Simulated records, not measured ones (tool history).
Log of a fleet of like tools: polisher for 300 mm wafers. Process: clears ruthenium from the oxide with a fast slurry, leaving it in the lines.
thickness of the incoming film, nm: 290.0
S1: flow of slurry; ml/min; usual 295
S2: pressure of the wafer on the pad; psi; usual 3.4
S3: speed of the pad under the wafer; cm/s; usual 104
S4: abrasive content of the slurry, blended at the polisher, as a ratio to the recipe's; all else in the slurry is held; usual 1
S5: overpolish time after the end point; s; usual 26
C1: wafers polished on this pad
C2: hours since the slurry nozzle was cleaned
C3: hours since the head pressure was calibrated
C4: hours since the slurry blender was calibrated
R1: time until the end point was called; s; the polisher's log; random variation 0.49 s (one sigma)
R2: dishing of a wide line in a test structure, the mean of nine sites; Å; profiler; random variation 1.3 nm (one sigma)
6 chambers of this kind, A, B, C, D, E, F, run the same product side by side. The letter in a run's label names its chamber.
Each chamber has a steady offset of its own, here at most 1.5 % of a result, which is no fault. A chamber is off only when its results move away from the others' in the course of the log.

-- hour=1.9 chamber A: slurry blender recalibrated
-- hour=9.1 chamber A: worn pad replaced by a new one
run 1F hour=9.2 | S1=295 S2=3.4 S3=104 S4=1 S5=26 | C1=773 C2=51.1 C3=620.5 C4=133.7 | R1=56.936 R2=962.16
run 2E hour=17.2 | S1=295 S2=3.4 S3=104 S4=1 S5=26 | C1=643 C2=128.2 C3=198 C4=176.3 | R1=57.823 R2=911.54
run 3C hour=23.3 | S1=295 S2=3.4 S3=104 S4=1 S5=26 | C1=320 C2=362.9 C3=34.6 C4=88.8 | R1=55.969 R2=927.72
-- hour=24.9 chamber E: slurry blender recalibrated
run 4D hour=31 | S1=295 S2=3.4 S3=104 S4=1 S5=26 | C1=622 C2=475.7 C3=347.7 C4=143.3 | R1=57.635 R2=920.74
-- hour=38.1 chamber F: worn pad replaced by a new one
-- hour=40.6 chamber B: worn pad replaced by a new one
run 5A hour=40.6 | S1=295 S2=4.4 S3=104 S4=1 S5=26 | C1=274 C2=151.7 C3=420.6 C4=38.8 | R1=45.111 R2=1105.3
run 6B hour=47.1 | S1=295 S2=4.4 S3=104 S4=1 S5=26 | C1=57 C2=331.4 C3=1290.2 C4=51.5 | R1=45.137 R2=1102.6
run 7E hour=54.6 | S1=295 S2=4.4 S3=104 S4=1 S5=26 | C1=969 C2=165.6 C3=235.4 C4=29.8 | R1=44.719 R2=1119.2
run 8B hour=62 | S1=295 S2=4.4 S3=104 S4=1 S5=26 | C1=187 C2=346.3 C3=1305.1 C4=66.4 | R1=45.643 R2=1141.1
run 9C hour=71.6 | S1=295 S2=4.4 S3=104 S4=1 S5=26 | C1=741 C2=411.2 C3=82.9 C4=137.1 | R1=43.159 R2=1095.5
-- hour=72.5 chamber D: head pressure recalibrated
run 10F hour=78.9 | S1=295 S2=4.4 S3=104 S4=1 S5=26 | C1=356 C2=120.8 C3=690.2 C4=203.4 | R1=43.113 R2=1122.9
-- hour=79 chamber C: worn pad replaced by a new one
run 11A hour=87.3 | S1=295 S2=3.4 S3=104 S4=1 S5=26 | C1=681 C2=198.4 C3=467.3 C4=85.5 | R1=57.517 R2=916.23
-- hour=89.4 chamber D: worn pad replaced by a new one
run 12D hour=94.3 | S1=295 S2=2.5 S3=104 S4=1 S5=26 | C1=42 C2=539 C3=21.8 C4=206.6 | R1=79.674 R2=737.01
run 13E hour=102.5 | S1=295 S2=2.5 S3=104 S4=1 S5=26 | C1=1386 C2=213.5 C3=283.3 C4=77.7 | R1=78.416 R2=757.95
-- hour=104.3 chamber F: slurry blender recalibrated
run 14A hour=109.6 | S1=295 S2=2.5 S3=104 S4=1 S5=26 | C1=876 C2=220.7 C3=489.6 C4=107.8 | R1=76.675 R2=715.62
run 15C hour=118.2 | S1=295 S2=2.5 S3=104 S4=1 S5=26 | C1=342 C2=457.8 C3=129.5 C4=183.7 | R1=77.54 R2=701.92
run 16B hour=122.5 | S1=295 S2=2.5 S3=104 S4=1 S5=26 | C1=714 C2=406.8 C3=1365.6 C4=126.9 | R1=77.499 R2=729.47
-- hour=123.8 chamber E: worn pad replaced by a new one
run 17F hour=127.4 | S1=295 S2=2.5 S3=104 S4=1 S5=26 | C1=779 C2=169.3 C3=738.7 C4=23.2 | R1=78.336 R2=724.45
run 18D hour=131.8 | S1=295 S2=3.4 S3=104 S4=1 S5=26 | C1=369 C2=576.5 C3=59.3 C4=244.1 | R1=57.949 R2=913.92
run 19E hour=140 | S1=295 S2=3.4 S3=104 S4=1 S5=26 | C1=141 C2=251 C3=320.8 C4=115.2 | R1=56.481 R2=946.97
-- hour=142.6 chamber B: head pressure recalibrated
-- hour=145.2 chamber E: head pressure recalibrated
run 20B hour=146.9 | S1=295 S2=3.4 S3=104 S4=1 S5=26 | C1=927 C2=431.2 C3=4.4 C4=151.3 | R1=57.587 R2=939.16
-- hour=149.6 chamber F: worn pad replaced by a new one
run 21D hour=151.6 | S1=295 S2=3.4 S3=104 S4=1 S5=18 | C1=542 C2=596.3 C3=79.1 C4=263.9 | R1=57.518 R2=703.92
run 22A hour=156.3 | S1=295 S2=3.4 S3=104 S4=1 S5=18 | C1=1283 C2=267.4 C3=536.3 C4=154.5 | R1=57.449 R2=678.59
run 23C hour=160.8 | S1=295 S2=3.4 S3=104 S4=1 S5=18 | C1=713 C2=500.4 C3=172.1 C4=226.3 | R1=56.697 R2=688.08
-- hour=162.2 chamber C: worn pad replaced by a new one
run 24F hour=166.1 | S1=295 S2=3.4 S3=104 S4=1 S5=18 | C1=143 C2=208 C3=777.4 C4=61.9 | R1=56.479 R2=718.8
-- hour=168.9 chamber A: worn pad replaced by a new one
run 25E hour=170.7 | S1=295 S2=3.4 S3=104 S4=1 S5=18 | C1=409 C2=281.7 C3=25.6 C4=145.9 | R1=56.97 R2=700.29
-- hour=172.1 chamber B: slurry blender recalibrated
-- hour=175.5 chamber B: worn pad replaced by a new one
-- hour=175.9 chamber D: slurry nozzle cleaned
run 26F hour=176.6 | S1=295 S2=3.4 S3=104 S4=1 S5=18 | C1=235 C2=218.5 C3=787.9 C4=72.4 | R1=56.69 R2=700.13
run 27B hour=184.9 | S1=295 S2=3.4 S3=104 S4=1 S5=26 | C1=82 C2=469.2 C3=42.4 C4=12.8 | R1=58.063 R2=903.83
run 28C hour=190.6 | S1=295 S2=3.4 S3=104 S4=1 S5=26 | C1=247 C2=530.2 C3=201.9 C4=256.1 | R1=56.982 R2=905.76
run 29A hour=196.9 | S1=335 S2=3.4 S3=104 S4=1 S5=38 | C1=244 C2=308 C3=576.9 C4=195.1 | R1=56.794 R2=1203.6
run 30D hour=205.4 | S1=335 S2=3.4 S3=104 S4=1 S5=38 | C1=1011 C2=29.5 C3=132.9 C4=317.7 | R1=57.222 R2=1254.2
-- hour=207.9 chamber A: head pressure recalibrated
run 31D hour=213.6 | S1=335 S2=3.4 S3=104 S4=1 S5=38 | C1=1082 C2=37.7 C3=141.1 C4=325.9 | R1=57.819 R2=1242.6
run 32E hour=219.8 | S1=335 S2=3.4 S3=104 S4=1 S5=38 | C1=837 C2=330.8 C3=74.7 C4=195 | R1=55.568 R2=1234.6
run 33C hour=226.1 | S1=335 S2=3.4 S3=104 S4=1 S5=38 | C1=557 C2=565.7 C3=237.4 C4=291.6 | R1=55.463 R2=1224.7
-- hour=231.9 chamber D: worn pad replaced by a new one
-- hour=232.3 chamber E: slurry blender recalibrated
run 34B hour=233 | S1=335 S2=3.4 S3=104 S4=1 S5=38 | C1=501 C2=517.3 C3=90.5 C4=60.9 | R1=57.032 R2=1229.6
-- hour=237.7 chamber A: slurry nozzle cleaned
run 35A hour=237.8 | S1=295 S2=3.4 S3=104 S4=1 S5=26 | C1=601 C2=0.2 C3=30 C4=236 | R1=55.819 R2=926.25
run 36F hour=244 | S1=295 S2=3.4 S3=104 S4=1 S5=26 | C1=822 C2=285.9 C3=855.3 C4=139.8 | R1=56.776 R2=944.95
-- hour=247.4 chamber F: worn pad replaced by a new one
run 37A hour=253.6 | S1=295 S2=3.4 S3=104 S4=1 S5=26 | C1=739 C2=16 C3=45.8 C4=251.8 | R1=57.183 R2=914.06
run 38B hour=258.4 | S1=295 S2=3.4 S3=104 S4=1 S5=26 | C1=722 C2=542.7 C3=115.9 C4=86.3 | R1=57.39 R2=930.17
run 39F hour=267.3 | S1=295 S2=3.4 S3=104 S4=1 S5=26 | C1=173 C2=309.2 C3=878.6 C4=163.1 | R1=57.355 R2=934.21
run 40D hour=275.7 | S1=295 S2=3.4 S3=104 S4=1 S5=26 | C1=381 C2=99.8 C3=203.2 C4=388 | R1=57.673 R2=942.02
run 41E hour=282 | S1=295 S2=3.4 S3=104 S4=1 S5=26 | C1=1379 C2=393 C3=136.9 C4=49.7 | R1=57.321 R2=931.02

What goes on in this fleet: one chamber off, a drifting gauge, or nothing beyond the chambers' own small offsets? Name the chamber and the cause, if any.

No chamber stands off beyond its own small offset, and the gauge holds steady.
